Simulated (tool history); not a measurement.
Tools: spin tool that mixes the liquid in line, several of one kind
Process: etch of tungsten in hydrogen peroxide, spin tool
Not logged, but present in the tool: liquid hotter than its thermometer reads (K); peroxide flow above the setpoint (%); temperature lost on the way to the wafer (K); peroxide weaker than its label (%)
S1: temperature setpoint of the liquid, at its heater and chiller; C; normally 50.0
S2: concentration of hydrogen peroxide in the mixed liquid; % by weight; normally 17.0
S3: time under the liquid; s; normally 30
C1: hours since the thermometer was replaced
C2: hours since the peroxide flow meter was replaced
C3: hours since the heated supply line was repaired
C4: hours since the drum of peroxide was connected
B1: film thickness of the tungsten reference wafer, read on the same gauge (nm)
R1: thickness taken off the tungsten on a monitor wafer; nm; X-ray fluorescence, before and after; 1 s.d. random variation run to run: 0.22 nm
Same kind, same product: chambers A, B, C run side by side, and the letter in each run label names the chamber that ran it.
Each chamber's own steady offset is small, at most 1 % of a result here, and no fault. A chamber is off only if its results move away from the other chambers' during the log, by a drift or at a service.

run,hour,S1,S2,S3,C1,C2,C3,C4,B1,R1
1A,4.9,50.0,17.0,30,1184.7,1196.8,379.2,199.8,90.023,23.857
2C,9.7,50.0,17.0,30,1766.6,1054.4,344.7,545.9,89.979,23.961
3B,15.3,50.0,17.0,30,595.3,591.7,114.6,399.6,89.997,24.435
4A,23.0,50.0,17.0,30,1202.8,1214.9,397.3,217.9,89.986,23.661
5B,29.2,50.0,17.0,30,609.2,605.6,128.5,413.5,89.991,23.923
6C,33.0,50.0,17.0,30,1789.9,1077.7,368.0,569.2,90.007,24.245
7C,39.2,50.0,17.0,30,1796.1,1083.9,374.2,575.4,90.000,23.623
8A,46.4,50.0,17.0,30,1226.2,1238.3,420.7,241.3,89.990,23.974
9B,50.7,50.0,17.0,30,630.7,627.1,150.0,435.0,89.979,23.984
# hour 53.8: chamber C: peroxide flow meter replaced
10B,54.6,50.0,17.0,30,634.6,631.0,153.9,438.9,89.994,24.235
11A,59.6,50.0,17.0,30,1239.4,1251.5,433.9,254.5,90.003,24.028
# hour 60.3: chamber B: new drum of peroxide connected
12C,64.1,50.0,17.0,30,1821.0,10.3,399.1,600.3,89.979,24.318
13C,69.1,44.5,17.0,45,1826.0,15.3,404.1,605.3,90.005,26.231
14A,74.9,44.5,17.0,45,1254.7,1266.8,449.2,269.8,89.999,25.136
15B,81.9,44.5,17.0,45,661.9,658.3,181.2,21.7,89.985,26.236
16C,85.7,50.0,17.0,30,1842.6,31.9,420.7,621.9,89.979,24.584
17A,92.5,50.0,17.0,30,1272.3,1284.4,466.8,287.4,90.032,24.109
18B,96.1,50.0,17.0,30,676.1,672.5,195.4,35.9,90.006,24.172
19B,102.5,50.0,17.0,30,682.5,678.9,201.8,42.3,90.012,24.007
20C,109.2,50.0,17.0,30,1866.1,55.4,444.2,645.4,89.999,24.699
21A,117.4,50.0,17.0,30,1297.2,1309.3,491.7,312.3,90.006,23.722
22A,122.0,50.0,17.0,40,1301.8,1313.9,496.3,316.9,89.976,31.298
23C,128.3,50.0,17.0,40,1885.2,74.5,463.3,664.5,89.990,33.466
# hour 130.6: chamber B: thermometer replaced
24B,132.5,50.0,17.0,40,2.0,708.9,231.8,72.3,89.989,32.250
25B,137.7,50.0,17.0,30,7.2,714.1,237.0,77.5,89.996,24.482
26A,142.5,50.0,17.0,30,1322.3,1334.4,516.8,337.4,89.999,23.770
27C,148.5,50.0,17.0,30,1905.4,94.7,483.5,684.7,89.977,24.912
28C,156.3,50.0,17.0,30,1913.2,102.5,491.3,692.5,89.997,25.566
29B,160.2,50.0,17.0,30,29.7,736.6,259.5,100.0,89.981,24.274
# hour 163.1: chamber A: peroxide flow meter replaced
30A,165.6,50.0,17.0,30,1345.4,2.5,539.9,360.5,90.001,24.203
31C,173.2,50.0,17.0,30,1930.1,119.4,508.2,709.4,89.976,25.837
32A,177.7,50.0,17.0,30,1357.5,14.6,552.0,372.6,89.998,24.158
33B,181.7,50.0,17.0,30,51.2,758.1,281.0,121.5,90.029,24.166
34A,189.6,50.0,17.0,30,1369.4,26.5,563.9,384.5,90.004,23.928
35C,194.3,50.0,17.0,30,1951.2,140.5,529.3,730.5,89.980,25.751
36B,200.7,50.0,17.0,30,70.2,777.1,300.0,140.5,89.984,23.913
37B,207.7,50.0,17.0,30,77.2,784.1,307.0,147.5,90.018,23.496
38C,213.6,50.0,17.0,30,1970.5,159.8,548.6,749.8,89.986,26.512
39A,219.3,45.0,20.5,30,1399.1,56.2,593.6,414.2,90.055,19.097
40A,223.7,45.0,20.5,30,1403.5,60.6,598.0,418.6,90.007,19.204
41B,231.3,45.0,20.5,30,100.8,807.7,330.6,171.1,90.038,19.471

What goes on in this fleet: one chamber off, a drifting gauge, or nothing beyond the chambers' own small offsets? Name the chamber and the cause, if any.

It is chamber C that slowly wanders off from its peers.
Cause: liquid hotter than its thermometer reads (K) = 1.63.

Here are 4 candidates for chamber C's next run, each the usual settings with a change, their results left as question marks. Which one brings its results back in line with what the others give on the usual settings?
In-line tolerance around the mean of the other chambers on the usual settings: R1 0.770 nm
42C-1,237.1,51.5,17.0,30,,,,,,?
42C-2,237.1,50.0,12.5,30,,,,,,?
42C-3,237.1,50.0,14.0,30,,,,,,?
42C-4,237.1,50.0,23.0,30,,,,,,?

Other chambers, usual settings, mean: R1 23.965 nm
run,R1
42C-1,28.641
42C-2,22.464
42C-3,23.762
42C-4,30.410
42C-3 is the one that brings the chamber's results back in line with the other chambers.

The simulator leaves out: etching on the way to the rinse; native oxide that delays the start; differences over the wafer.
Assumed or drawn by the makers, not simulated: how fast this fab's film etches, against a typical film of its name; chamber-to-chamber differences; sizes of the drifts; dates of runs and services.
